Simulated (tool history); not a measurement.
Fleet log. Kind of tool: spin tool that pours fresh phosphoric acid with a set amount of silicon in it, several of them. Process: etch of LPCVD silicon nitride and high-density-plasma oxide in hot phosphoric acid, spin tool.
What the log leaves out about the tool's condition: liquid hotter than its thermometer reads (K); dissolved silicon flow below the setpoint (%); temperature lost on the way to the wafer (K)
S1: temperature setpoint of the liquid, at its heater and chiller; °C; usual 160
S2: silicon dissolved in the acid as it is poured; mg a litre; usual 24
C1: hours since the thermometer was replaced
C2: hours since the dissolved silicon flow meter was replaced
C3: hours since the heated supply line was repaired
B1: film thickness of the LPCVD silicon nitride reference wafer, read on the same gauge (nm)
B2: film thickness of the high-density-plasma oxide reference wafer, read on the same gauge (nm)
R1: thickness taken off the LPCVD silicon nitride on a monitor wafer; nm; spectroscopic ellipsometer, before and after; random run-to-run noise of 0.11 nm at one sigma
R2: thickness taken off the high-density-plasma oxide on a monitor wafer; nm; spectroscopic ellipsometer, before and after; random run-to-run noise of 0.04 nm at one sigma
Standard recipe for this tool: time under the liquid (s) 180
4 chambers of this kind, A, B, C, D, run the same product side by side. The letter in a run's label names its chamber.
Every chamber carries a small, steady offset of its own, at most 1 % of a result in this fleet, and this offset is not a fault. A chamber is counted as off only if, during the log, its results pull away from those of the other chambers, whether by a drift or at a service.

{"run": "1D", "hour": 10.9, "S1": 160, "S2": 24, "time under the liquid (s)": 180, "C1": 196.6, "C2": 172.2, "C3": 3110.8, "B1": 49.983, "B2": 69.998, "R1": 13.072, "R2": 0.6025}
{"run": "2A", "hour": 18.1, "S1": 160, "S2": 24, "time under the liquid (s)": 180, "C1": 1261.3, "C2": 1813.2, "C3": 1055.6, "B1": 49.986, "B2": 70.013, "R1": 13.061, "R2": 0.65826}
{"run": "3C", "hour": 32.8, "S1": 160, "S2": 24, "time under the liquid (s)": 180, "C1": 1825.8, "C2": 82.5, "C3": 1123.7, "B1": 50.029, "B2": 70.024, "R1": 13.284, "R2": 0.67166}
{"run": "4B", "hour": 43.0, "S1": 160, "S2": 24, "time under the liquid (s)": 180, "C1": 445.4, "C2": 190.4, "C3": 2081.6, "B1": 50.011, "B2": 69.962, "R1": 13.353, "R2": 0.7182}
{"hour": 50.3, "done": "chamber D: heated supply line repaired"}
{"run": "5D", "hour": 53.0, "S1": 160, "S2": 24, "time under the liquid (s)": 180, "C1": 238.7, "C2": 214.3, "C3": 2.7, "B1": 49.958, "B2": 69.973, "R1": 13.338, "R2": 0.68353}
{"run": "6B", "hour": 67.2, "S1": 160, "S2": 24, "time under the liquid (s)": 180, "C1": 469.6, "C2": 214.6, "C3": 2105.8, "B1": 50.003, "B2": 70.016, "R1": 13.565, "R2": 0.69902}
{"run": "7C", "hour": 79.8, "S1": 160, "S2": 24, "time under the liquid (s)": 180, "C1": 1872.8, "C2": 129.5, "C3": 1170.7, "B1": 49.973, "B2": 69.99, "R1": 13.42, "R2": 0.68871}
{"run": "8A", "hour": 93.9, "S1": 160, "S2": 24, "time under the liquid (s)": 180, "C1": 1337.1, "C2": 1889, "C3": 1131.4, "B1": 49.972, "B2": 69.991, "R1": 13.331, "R2": 0.64904}
{"run": "9C", "hour": 101.0, "S1": 160, "S2": 24, "time under the liquid (s)": 180, "C1": 1894, "C2": 150.7, "C3": 1191.9, "B1": 49.981, "B2": 70.004, "R1": 13.296, "R2": 0.66681}
{"run": "10B", "hour": 108.2, "S1": 162, "S2": 24, "time under the liquid (s)": 180, "C1": 510.6, "C2": 255.6, "C3": 2146.8, "B1": 50.027, "B2": 70.013, "R1": 13.97, "R2": 0.70845}
{"run": "11A", "hour": 120.0, "S1": 162, "S2": 24, "time under the liquid (s)": 180, "C1": 1363.2, "C2": 1915.1, "C3": 1157.5, "B1": 49.974, "B2": 69.966, "R1": 14.33, "R2": 0.78956}
{"run": "12D", "hour": 126.7, "S1": 162, "S2": 24, "time under the liquid (s)": 180, "C1": 312.4, "C2": 288, "C3": 76.4, "B1": 49.983, "B2": 70, "R1": 14.293, "R2": 0.72562}
{"run": "13A", "hour": 141.2, "S1": 162, "S2": 24, "time under the liquid (s)": 180, "C1": 1384.4, "C2": 1936.3, "C3": 1178.7, "B1": 50.032, "B2": 69.988, "R1": 14.209, "R2": 0.82162}
{"run": "14B", "hour": 152.2, "S1": 160, "S2": 24, "time under the liquid (s)": 180, "C1": 554.6, "C2": 299.6, "C3": 2190.8, "B1": 50.047, "B2": 70.003, "R1": 13.503, "R2": 0.64086}
{"run": "15C", "hour": 161.9, "S1": 161.5, "S2": 24, "time under the liquid (s)": 230, "C1": 1954.9, "C2": 211.6, "C3": 1252.8, "B1": 49.98, "B2": 69.981, "R1": 17.873, "R2": 0.9857}
{"run": "16D", "hour": 175.2, "S1": 161.5, "S2": 24, "time under the liquid (s)": 230, "C1": 360.9, "C2": 336.5, "C3": 124.9, "B1": 49.987, "B2": 69.986, "R1": 17.706, "R2": 1.0288}
{"hour": 188.5, "done": "chamber A: thermometer replaced"}
{"run": "17D", "hour": 189.5, "S1": 161.5, "S2": 24, "time under the liquid (s)": 230, "C1": 375.2, "C2": 350.8, "C3": 139.2, "B1": 49.991, "B2": 70.029, "R1": 17.877, "R2": 1.0357}
{"run": "18A", "hour": 203.4, "S1": 161.5, "S2": 24, "time under the liquid (s)": 230, "C1": 14.9, "C2": 1998.5, "C3": 1240.9, "B1": 50.02, "B2": 69.985, "R1": 18, "R2": 0.92031}
{"run": "19B", "hour": 210.0, "S1": 160, "S2": 24, "time under the liquid (s)": 180, "C1": 612.4, "C2": 357.4, "C3": 2248.6, "B1": 50.018, "B2": 69.985, "R1": 13.169, "R2": 0.64611}
{"run": "20C", "hour": 217.1, "S1": 160, "S2": 24, "time under the liquid (s)": 180, "C1": 2010.1, "C2": 266.8, "C3": 1308, "B1": 50.015, "B2": 69.976, "R1": 13.486, "R2": 0.69521}
{"run": "21B", "hour": 230.1, "S1": 160, "S2": 24, "time under the liquid (s)": 180, "C1": 632.5, "C2": 377.5, "C3": 2268.7, "B1": 49.972, "B2": 70.015, "R1": 13.355, "R2": 0.72125}
{"run": "22A", "hour": 237.4, "S1": 160, "S2": 24, "time under the liquid (s)": 180, "C1": 48.9, "C2": 2032.5, "C3": 1274.9, "B1": 50.014, "B2": 69.972, "R1": 13.207, "R2": 0.70202}
{"run": "23D", "hour": 247.5, "S1": 160, "S2": 24, "time under the liquid (s)": 180, "C1": 433.2, "C2": 408.8, "C3": 197.2, "B1": 49.986, "B2": 69.989, "R1": 13.153, "R2": 0.72155}
{"run": "24C", "hour": 257.6, "S1": 160, "S2": 24, "time under the liquid (s)": 180, "C1": 2050.6, "C2": 307.3, "C3": 1348.5, "B1": 50.011, "B2": 69.984, "R1": 13.461, "R2": 0.6534}
{"run": "25B", "hour": 269.9, "S1": 160, "S2": 24, "time under the liquid (s)": 180, "C1": 672.3, "C2": 417.3, "C3": 2308.5, "B1": 49.982, "B2": 69.99, "R1": 13.292, "R2": 0.67739}
{"hour": 272.0, "done": "chamber B: thermometer replaced"}
{"run": "26A", "hour": 279.2, "S1": 160, "S2": 24, "time under the liquid (s)": 180, "C1": 90.7, "C2": 2074.3, "C3": 1316.7, "B1": 50.023, "B2": 69.976, "R1": 13.303, "R2": 0.64201}
{"hour": 285.1, "done": "chamber B: dissolved silicon flow meter replaced"}
{"run": "27C", "hour": 290.9, "S1": 160, "S2": 24, "time under the liquid (s)": 180, "C1": 2083.9, "C2": 340.6, "C3": 1381.8, "B1": 49.985, "B2": 69.97, "R1": 13.569, "R2": 0.65261}
{"run": "28D", "hour": 305.3, "S1": 160, "S2": 24, "time under the liquid (s)": 180, "C1": 491, "C2": 466.6, "C3": 255, "B1": 49.994, "B2": 69.983, "R1": 13.272, "R2": 0.67333}
{"run": "29C", "hour": 313.8, "S1": 160, "S2": 24, "time under the liquid (s)": 180, "C1": 2106.8, "C2": 363.5, "C3": 1404.7, "B1": 50.013, "B2": 70.014, "R1": 13.516, "R2": 0.6855}
{"run": "30A", "hour": 327.5, "S1": 160, "S2": 24, "time under the liquid (s)": 180, "C1": 139, "C2": 2122.6, "C3": 1365, "B1": 49.999, "B2": 69.982, "R1": 13.409, "R2": 0.68958}
{"run": "31B", "hour": 340.0, "S1": 160, "S2": 24, "time under the liquid (s)": 180, "C1": 68, "C2": 54.9, "C3": 2378.6, "B1": 50.002, "B2": 70.025, "R1": 13.481, "R2": 0.61492}
{"run": "32D", "hour": 353.5, "S1": 160, "S2": 24, "time under the liquid (s)": 180, "C1": 539.2, "C2": 514.8, "C3": 303.2, "B1": 50.05, "B2": 70, "R1": 13.31, "R2": 0.71898}
{"run": "33D", "hour": 361.4, "S1": 160, "S2": 24, "time under the liquid (s)": 180, "C1": 547.1, "C2": 522.7, "C3": 311.1, "B1": 50.014, "B2": 70.017, "R1": 13.41, "R2": 0.67271}
{"run": "34B", "hour": 375.2, "S1": 160, "S2": 24, "time under the liquid (s)": 180, "C1": 103.2, "C2": 90.1, "C3": 2413.8, "B1": 50.029, "B2": 69.949, "R1": 13.225, "R2": 0.6686}
{"run": "35A", "hour": 387.5, "S1": 160, "S2": 12, "time under the liquid (s)": 180, "C1": 199, "C2": 2182.6, "C3": 1425, "B1": 50.02, "B2": 69.98, "R1": 13.234, "R2": 0.92882}
{"run": "36C", "hour": 397.1, "S1": 160, "S2": 12, "time under the liquid (s)": 180, "C1": 2190.1, "C2": 446.8, "C3": 1488, "B1": 49.994, "B2": 69.971, "R1": 13.31, "R2": 0.98537}
{"run": "37D", "hour": 403.7, "S1": 160, "S2": 12, "time under the liquid (s)": 180, "C1": 589.4, "C2": 565, "C3": 353.4, "B1": 49.996, "B2": 69.994, "R1": 13.317, "R2": 0.91295}
{"run": "38B", "hour": 413.0, "S1": 160, "S2": 12, "time under the liquid (s)": 180, "C1": 141, "C2": 127.9, "C3": 2451.6, "B1": 49.975, "B2": 69.991, "R1": 13.092, "R2": 0.95656}
{"run": "39A", "hour": 421.9, "S1": 160, "S2": 24, "time under the liquid (s)": 180, "C1": 233.4, "C2": 2217, "C3": 1459.4, "B1": 49.969, "B2": 70.001, "R1": 13.28, "R2": 0.68339}

Does one chamber stand apart from the rest, does the shared gauge drift, or is all well apart from small per-chamber offsets? Give the chamber and the most likely cause, where there is one.

No chamber is off and the gauge is stable; the differences are just each chamber's small, constant offset.

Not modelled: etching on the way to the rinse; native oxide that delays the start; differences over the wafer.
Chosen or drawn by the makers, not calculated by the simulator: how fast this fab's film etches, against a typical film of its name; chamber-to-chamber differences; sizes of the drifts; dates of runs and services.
